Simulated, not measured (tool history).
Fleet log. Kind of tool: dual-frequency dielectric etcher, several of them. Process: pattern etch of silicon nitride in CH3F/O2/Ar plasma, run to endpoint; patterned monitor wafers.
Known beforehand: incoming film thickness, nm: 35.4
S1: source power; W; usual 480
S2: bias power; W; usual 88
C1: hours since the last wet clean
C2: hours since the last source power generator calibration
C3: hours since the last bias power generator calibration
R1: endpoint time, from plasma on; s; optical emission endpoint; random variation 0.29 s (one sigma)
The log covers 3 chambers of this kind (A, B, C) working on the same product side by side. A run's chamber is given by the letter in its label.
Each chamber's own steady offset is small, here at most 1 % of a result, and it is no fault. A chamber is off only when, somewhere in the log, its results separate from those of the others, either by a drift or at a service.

run   hour   S1   S2     C1      C2      C3      R1
 1C    9.4  480   88   75.1  1936.8  2974.0  44.605
 2A   23.0  480   88  490.7  1338.8  3960.9  44.530
 3B   30.4  480   88  328.1  1063.5  3882.8  43.913
 4C   39.2  480   88  104.9  1966.6  3003.8  44.981
 5A   47.7  480   88  515.4  1363.5  3985.6  44.663
 6B   59.8  480   97  357.5  1092.9  3912.2  43.256
 7A   67.1  480   97  534.8  1382.9  4005.0  43.112
 8B   74.4  480   97  372.1  1107.5  3926.8  43.179
 9C   88.5  480   88  154.2  2015.9  3053.1  44.616
10C   95.7  480   88  161.4  2023.1  3060.3  44.834
11A  107.1  480   88  574.8  1422.9  4045.0  44.513
12B  120.7  420  107  418.4  1153.8  3973.1  43.550
13A  134.6  420  107  602.3  1450.4  4072.5  44.023
14C  146.2  420  107  211.9  2073.6  3110.8  43.670
15B  159.2  480   88  456.9  1192.3  4011.6  45.244
16B  170.4  480   88  468.1  1203.5  4022.8  44.550
     174.4  -- chamber A: wet clean of the chamber
17A  180.2  480   88    5.8  1496.0  4118.1  44.670
18C  188.0  480   88  253.7  2115.4  3152.6  43.974
19C  198.0  480   88  263.7  2125.4  3162.6  44.621
     202.2  -- chamber A: bias power generator calibrated
20A  209.5  480   88   35.1  1525.3     7.4  44.360
21B  223.5  480   88  521.2  1256.6  4075.9  45.095
22B  233.1  480   88  530.8  1266.2  4085.5  45.300
23A  244.2  480   88   69.8  1560.0    42.1  44.784
24C  255.3  480   88  321.0  2182.7  3219.9  44.259
25B  264.6  480   88  562.3  1297.7  4117.0  45.392
26A  277.8  480   88  103.4  1593.6    75.7  44.844
27C  285.7  480   88  351.4  2213.1  3250.3  44.540
28A  293.8  480   88  119.4  1609.6    91.7  44.540
29C  301.7  480   67  367.4  2229.1  3266.3  49.113
30B  311.3  480   67  609.0  1344.4  4163.7  50.436
31A  326.5  480   67  152.1  1642.3   124.4  49.448
32C  339.2  480   88  404.9  2266.6  3303.8  44.979
33B  351.5  480   88  649.2  1384.6  4203.9  46.597
34A  362.9  530   95  188.5  1678.7   160.8  41.772
35C  375.7  530   95  441.4  2303.1  3340.3  42.007
36B  383.9  530   95  681.6  1417.0  4236.3  43.187
37C  398.1  480   88  463.8  2325.5  3362.7  44.634

All 3 chambers run these settings next. Forecast each chamber's results:
38A  409.0  480  81               ?
38B  409.0  480  81               ?
38C  409.0  480  81               ?

run      R1
38A  45.719
38B  48.066
38C  46.098

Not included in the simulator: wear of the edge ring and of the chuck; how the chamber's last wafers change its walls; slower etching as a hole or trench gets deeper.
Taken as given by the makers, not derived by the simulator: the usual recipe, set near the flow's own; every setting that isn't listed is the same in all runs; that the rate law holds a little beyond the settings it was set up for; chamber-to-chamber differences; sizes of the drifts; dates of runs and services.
